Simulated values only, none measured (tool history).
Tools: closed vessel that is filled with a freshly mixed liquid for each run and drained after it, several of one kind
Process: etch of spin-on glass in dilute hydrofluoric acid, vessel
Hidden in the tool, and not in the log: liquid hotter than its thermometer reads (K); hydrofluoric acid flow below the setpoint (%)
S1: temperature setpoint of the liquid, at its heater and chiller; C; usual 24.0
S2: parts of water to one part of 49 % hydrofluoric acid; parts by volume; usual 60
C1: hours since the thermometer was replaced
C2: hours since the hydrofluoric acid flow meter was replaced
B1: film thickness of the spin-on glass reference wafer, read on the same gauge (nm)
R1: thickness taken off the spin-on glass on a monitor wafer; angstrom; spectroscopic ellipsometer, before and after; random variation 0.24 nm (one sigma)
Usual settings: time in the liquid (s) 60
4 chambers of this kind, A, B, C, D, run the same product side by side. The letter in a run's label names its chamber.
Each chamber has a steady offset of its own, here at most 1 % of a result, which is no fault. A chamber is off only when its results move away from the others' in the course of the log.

run 1C day=0.192 | S1=24.0 S2=60 time_in_the_liquid_(s)=60 | C1=1970.2 C2=121.0 | B1=59.985 | R1=261.68
run 2A day=0.333 | S1=24.0 S2=60 time_in_the_liquid_(s)=60 | C1=269.4 C2=660.5 | B1=60.003 | R1=263.84
run 3B day=0.446 | S1=24.0 S2=60 time_in_the_liquid_(s)=60 | C1=788.0 C2=523.0 | B1=60.019 | R1=263.08
run 4D day=0.621 | S1=24.0 S2=60 time_in_the_liquid_(s)=60 | C1=1744.4 C2=1207.3 | B1=60.017 | R1=269.05
run 5C day=0.783 | S1=24.0 S2=60 time_in_the_liquid_(s)=60 | C1=1984.4 C2=135.2 | B1=60.006 | R1=259.96
run 6B day=0.908 | S1=24.0 S2=60 time_in_the_liquid_(s)=60 | C1=799.1 C2=534.1 | B1=60.013 | R1=266.44
run 7D day=1.083 | S1=24.0 S2=60 time_in_the_liquid_(s)=60 | C1=1755.5 C2=1218.4 | B1=60.002 | R1=259.84
run 8A day=1.212 | S1=24.0 S2=60 time_in_the_liquid_(s)=60 | C1=290.5 C2=681.6 | B1=59.990 | R1=261.89
run 9B day=1.342 | S1=24.0 S2=60 time_in_the_liquid_(s)=60 | C1=809.5 C2=544.5 | B1=59.997 | R1=263.72
run 10D day=1.496 | S1=24.0 S2=60 time_in_the_liquid_(s)=60 | C1=1765.4 C2=1228.3 | B1=60.003 | R1=266.61
run 11A day=1.642 | S1=24.0 S2=60 time_in_the_liquid_(s)=60 | C1=300.8 C2=691.9 | B1=60.010 | R1=263.53
run 12C day=1.850 | S1=24.0 S2=60 time_in_the_liquid_(s)=60 | C1=2010.0 C2=160.8 | B1=60.006 | R1=262.67
run 13A day=1.996 | S1=24.0 S2=60 time_in_the_liquid_(s)=60 | C1=309.3 C2=700.4 | B1=59.978 | R1=264.27
run 14B day=2.233 | S1=24.0 S2=60 time_in_the_liquid_(s)=60 | C1=830.9 C2=565.9 | B1=60.006 | R1=262.35
run 15C day=2.425 | S1=26.5 S2=50 time_in_the_liquid_(s)=60 | C1=2023.8 C2=174.6 | B1=60.015 | R1=348.63
run 16D day=2.567 | S1=26.5 S2=50 time_in_the_liquid_(s)=60 | C1=1791.1 C2=1254.0 | B1=59.970 | R1=357.23
run 17B day=2.700 | S1=26.5 S2=50 time_in_the_liquid_(s)=60 | C1=842.1 C2=577.1 | B1=60.007 | R1=360.20
run 18A day=2.871 | S1=26.5 S2=50 time_in_the_liquid_(s)=60 | C1=330.3 C2=721.4 | B1=60.045 | R1=351.65
run 19C day=3.025 | S1=24.0 S2=60 time_in_the_liquid_(s)=60 | C1=2038.2 C2=189.0 | B1=59.994 | R1=253.90
run 20D day=3.242 | S1=24.0 S2=60 time_in_the_liquid_(s)=60 | C1=1807.3 C2=1270.2 | B1=60.003 | R1=262.18
run 21D day=3.475 | S1=24.0 S2=60 time_in_the_liquid_(s)=60 | C1=1812.9 C2=1275.8 | B1=60.003 | R1=266.69
run 22A day=3.700 | S1=24.0 S2=60 time_in_the_liquid_(s)=60 | C1=350.2 C2=741.3 | B1=60.011 | R1=265.95
run 23C day=3.950 | S1=24.0 S2=60 time_in_the_liquid_(s)=60 | C1=2060.4 C2=211.2 | B1=60.008 | R1=250.92
run 24B day=4.158 | S1=24.0 S2=80 time_in_the_liquid_(s)=40 | C1=877.1 C2=612.1 | B1=60.012 | R1=128.25
run 25D day=4.338 | S1=24.0 S2=80 time_in_the_liquid_(s)=40 | C1=1833.6 C2=1296.5 | B1=59.995 | R1=129.38
run 26C day=4.592 | S1=24.0 S2=80 time_in_the_liquid_(s)=40 | C1=2075.8 C2=226.6 | B1=60.024 | R1=118.58
run 27B day=4.708 | S1=24.0 S2=80 time_in_the_liquid_(s)=40 | C1=890.3 C2=625.3 | B1=60.018 | R1=129.30
run 28A day=4.862 | S1=26.5 S2=60 time_in_the_liquid_(s)=60 | C1=378.1 C2=769.2 | B1=60.005 | R1=289.10
run 29D day=5.112 | S1=26.5 S2=60 time_in_the_liquid_(s)=60 | C1=1852.2 C2=1315.1 | B1=59.975 | R1=297.09
run 30C day=5.233 | S1=26.5 S2=60 time_in_the_liquid_(s)=60 | C1=2091.2 C2=242.0 | B1=60.020 | R1=267.65
run 31A day=5.388 | S1=26.5 S2=60 time_in_the_liquid_(s)=60 | C1=390.7 C2=781.8 | B1=60.004 | R1=294.07
run 32B day=5.629 | S1=24.0 S2=60 time_in_the_liquid_(s)=60 | C1=912.4 C2=647.4 | B1=59.997 | R1=262.56
run 33D day=5.788 | S1=24.0 S2=60 time_in_the_liquid_(s)=60 | C1=1868.4 C2=1331.3 | B1=59.987 | R1=265.51
run 34C day=6.033 | S1=24.0 S2=70 time_in_the_liquid_(s)=85 | C1=2110.4 C2=261.2 | B1=60.019 | R1=286.70
run 35B day=6.208 | S1=24.0 S2=70 time_in_the_liquid_(s)=85 | C1=926.3 C2=661.3 | B1=60.001 | R1=317.60
run 36A day=6.338 | S1=24.0 S2=70 time_in_the_liquid_(s)=85 | C1=413.5 C2=804.6 | B1=60.009 | R1=312.79
run 37B day=6.454 | S1=24.0 S2=70 time_in_the_liquid_(s)=85 | C1=932.2 C2=667.2 | B1=59.987 | R1=318.89

All 4 chambers run these settings next. Forecast each chamber's results:
run 38A day=6.638 | S1=24.0 S2=60 time_in_the_liquid_(s)=60 | R1=?
run 38B day=6.638 | S1=24.0 S2=60 time_in_the_liquid_(s)=60 | R1=?
run 38C day=6.638 | S1=24.0 S2=60 time_in_the_liquid_(s)=60 | R1=?
run 38D day=6.638 | S1=24.0 S2=60 time_in_the_liquid_(s)=60 | R1=?

run=38A R1=264.62
run=38B R1=263.38
run=38C R1=233.60
run=38D R1=265.31

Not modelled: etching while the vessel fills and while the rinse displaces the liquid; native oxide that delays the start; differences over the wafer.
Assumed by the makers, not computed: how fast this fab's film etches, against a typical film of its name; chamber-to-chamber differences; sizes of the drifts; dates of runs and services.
